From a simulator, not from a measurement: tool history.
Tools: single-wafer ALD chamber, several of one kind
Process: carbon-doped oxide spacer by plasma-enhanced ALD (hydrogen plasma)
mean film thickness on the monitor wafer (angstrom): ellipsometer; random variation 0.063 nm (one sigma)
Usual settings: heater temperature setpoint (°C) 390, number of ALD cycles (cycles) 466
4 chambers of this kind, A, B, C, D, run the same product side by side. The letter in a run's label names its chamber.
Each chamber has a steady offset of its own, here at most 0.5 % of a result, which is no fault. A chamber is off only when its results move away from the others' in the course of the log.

| run | day | heater temperature setpoint (°C) | number of ALD cycles (cycles) | read-back reference wafer on the same gauge, thickness_nm | mean film thickness on the monitor wafer (angstrom) |
|---|---|---|---|---|---|
| 1C | 0.492 | 390 | 466 | 24.99 | 232.68 |
| 2B | 0.875 | 390 | 466 | 25.003 | 231.17 |
| 3A | 1.242 | 390 | 466 | 25.002 | 233.43 |
| 4D | 1.804 | 390 | 466 | 25.013 | 231.97 |
| 5D | 2.117 | 390 | 466 | 24.989 | 233.03 |
| 6A | 2.617 | 390 | 466 | 24.99 | 233.44 |
| 7C | 2.971 | 390 | 466 | 24.995 | 232.45 |
| 8B | 3.375 | 390 | 466 | 25.003 | 231.94 |
| 9A | 3.621 | 390 | 466 | 24.992 | 233.83 |
| 10B | 4.104 | 390 | 466 | 25.004 | 232.96 |
| 11D | 4.433 | 390 | 466 | 25.007 | 233.61 |
| 12C | 4.946 | 390 | 466 | 24.988 | 232.37 |
| 13D | 5.417 | 390 | 466 | 24.981 | 231.91 |
| 14B | 5.825 | 390 | 466 | 25.01 | 232.39 |
| 15C | 6.212 | 381 | 542 | 24.98 | 270.14 |
| 16A | 6.746 | 381 | 542 | 24.978 | 270.55 |
| 17D | 7.058 | 381 | 542 | 25.006 | 271.99 |
| 18C | 7.304 | 381 | 542 | 24.994 | 269.67 |
| 19B | 7.817 | 390 | 466 | 24.999 | 232.08 |
|  | 7.958 | chamber B: thermocouple changed; heater temperature recalibrated |
| 20A | 8.271 | 390 | 466 | 25.015 | 233.22 |
| 21C | 8.612 | 390 | 466 | 25.008 | 231.65 |
| 22D | 8.883 | 390 | 466 | 25.015 | 233.32 |
| 23A | 9.3 | 390 | 466 | 25.023 | 233.08 |
| 24B | 9.775 | 401 | 466 | 25.002 | 231.16 |
| 25D | 10.092 | 401 | 466 | 24.985 | 233.02 |
| 26A | 10.588 | 401 | 466 | 25.026 | 232.75 |
| 27C | 11.038 | 401 | 466 | 24.987 | 231.85 |
| 28B | 11.488 | 390 | 466 | 24.992 | 233.38 |
| 29D | 11.846 | 390 | 511 | 25.005 | 255.3 |
| 30B | 12.196 | 390 | 511 | 24.997 | 253.16 |
| 31A | 12.767 | 390 | 511 | 25.017 | 256.08 |
| 32C | 13.158 | 390 | 511 | 25 | 255.36 |
| 33A | 13.662 | 390 | 466 | 25.019 | 234.33 |
| 34D | 14.15 | 390 | 466 | 24.994 | 233.47 |
| 35B | 14.571 | 390 | 466 | 24.991 | 231.84 |
| 36C | 15.062 | 390 | 466 | 24.992 | 231.95 |
| 37B | 15.625 | 390 | 466 | 24.994 | 231.72 |

What goes on in this fleet: one chamber off, a drifting gauge, or nothing beyond the chambers' own small offsets? Name the chamber and the cause, if any.

No chamber stands off beyond its own small offset, and the gauge holds steady.

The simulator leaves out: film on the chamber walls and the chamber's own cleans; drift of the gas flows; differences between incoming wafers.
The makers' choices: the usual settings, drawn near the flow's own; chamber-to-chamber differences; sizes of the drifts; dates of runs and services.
